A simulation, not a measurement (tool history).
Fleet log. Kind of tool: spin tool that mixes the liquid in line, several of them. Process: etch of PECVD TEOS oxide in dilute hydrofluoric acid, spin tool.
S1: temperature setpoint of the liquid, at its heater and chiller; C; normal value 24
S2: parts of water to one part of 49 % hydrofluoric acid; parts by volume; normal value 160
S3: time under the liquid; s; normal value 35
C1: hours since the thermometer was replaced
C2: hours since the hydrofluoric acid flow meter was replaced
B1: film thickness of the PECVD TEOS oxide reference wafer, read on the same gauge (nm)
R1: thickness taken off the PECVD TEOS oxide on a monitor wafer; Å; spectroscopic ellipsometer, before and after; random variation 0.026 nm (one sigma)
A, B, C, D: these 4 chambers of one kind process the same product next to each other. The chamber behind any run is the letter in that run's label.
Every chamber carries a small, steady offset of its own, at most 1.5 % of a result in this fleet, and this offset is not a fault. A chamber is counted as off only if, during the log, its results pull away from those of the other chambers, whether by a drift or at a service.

run	hour	S1	S2	S3	C1	C2	B1	R1
1C	12	24	160	35	1629.6	1031.6	29.991	41.613
2D	18.4	24	160	35	827.9	894.2	29.996	42.295
3A	30.2	24	160	35	1501.3	706.4	29.971	41.179
4B	38.9	24	160	35	971.1	226	30.006	42.042
5B	50.2	24	160	35	982.4	237.3	30.004	41.813
6D	61.8	24	160	35	871.3	937.6	30.015	41.616
7C	73.1	24	160	35	1690.7	1092.7	29.986	41.776
8A	84	24	110	45	1555.1	760.2	30.012	83.384
9D	95.9	24	110	45	905.4	971.7	29.969	82.382
10A	105.8	24	110	45	1576.9	782	29.978	83.466
11B	115	24	110	45	1047.2	302.1	30.038	83.405
12C	124.5	24	160	35	1742.1	1144.1	29.965	42.756
13B	133.1	24	160	35	1065.3	320.2	29.969	42.167
14A	144.2	24	160	35	1615.3	820.4	30.017	41.188
15C	150.7	24	160	35	1768.3	1170.3	30.04	42.805
16D	162.7	24	160	35	972.2	1038.5	29.973	41.844
17B	172.6	24	160	35	1104.8	359.7	30.005	41.333
18C	179.6	24	160	35	1797.2	1199.2	29.996	43.578
# hour 187.1: chamber A: thermometer replaced
19D	192	24	160	35	1001.5	1067.8	29.983	41.596
20A	204.3	24	160	35	17.3	880.5	29.992	41.66
21A	217.2	24	160	35	30.2	893.4	29.975	41.741
22D	228	24	160	35	1037.5	1103.8	30.022	41.991
23C	236.4	24	160	35	1854	1256	29.985	43.427
24B	244.3	24	160	35	1176.5	431.4	30.005	41.723
25C	253.2	24	160	35	1870.8	1272.8	29.989	44.307
26B	261.1	24	205	45	1193.3	448.2	29.981	39.784
27D	273	24	205	45	1082.5	1148.8	30.055	40.383
28A	284.6	24	205	45	97.6	960.8	29.992	39.952
29A	295.9	24	205	45	108.9	972.1	30.023	39.904

Read the log: is a single chamber off, either drifting away or since a service, is the gauge that measures every chamber drifting, or is nothing wrong beyond small per-chamber offsets? Name any odd chamber and what most likely caused it.

Chamber C drifts away from the others.
Cause: hydrofluoric acid flow above the setpoint (%) = 6.62.
With only this log, it may be confused with: liquid hotter than its thermometer reads (K).

Here are 4 candidates for chamber C's next run, each the usual settings with a change, their results left as question marks. Which one brings its results back in line with what the others give on the usual settings?
A result is in line if it is within this distance of the other chambers' mean on the usual settings: R1 0.92 Å
30C-1	305.6	23.5	175	35				?
30C-2	305.6	26	160	35				?
30C-3	305.6	24	170	35				?
30C-4	305.6	24	160	40				?

What the other chambers average on the usual settings: R1 41.822 Å
run	R1
30C-1	39.437
30C-2	48.197
30C-3	41.598
30C-4	51.106
With 30C-3, the chamber falls back in line with the rest.

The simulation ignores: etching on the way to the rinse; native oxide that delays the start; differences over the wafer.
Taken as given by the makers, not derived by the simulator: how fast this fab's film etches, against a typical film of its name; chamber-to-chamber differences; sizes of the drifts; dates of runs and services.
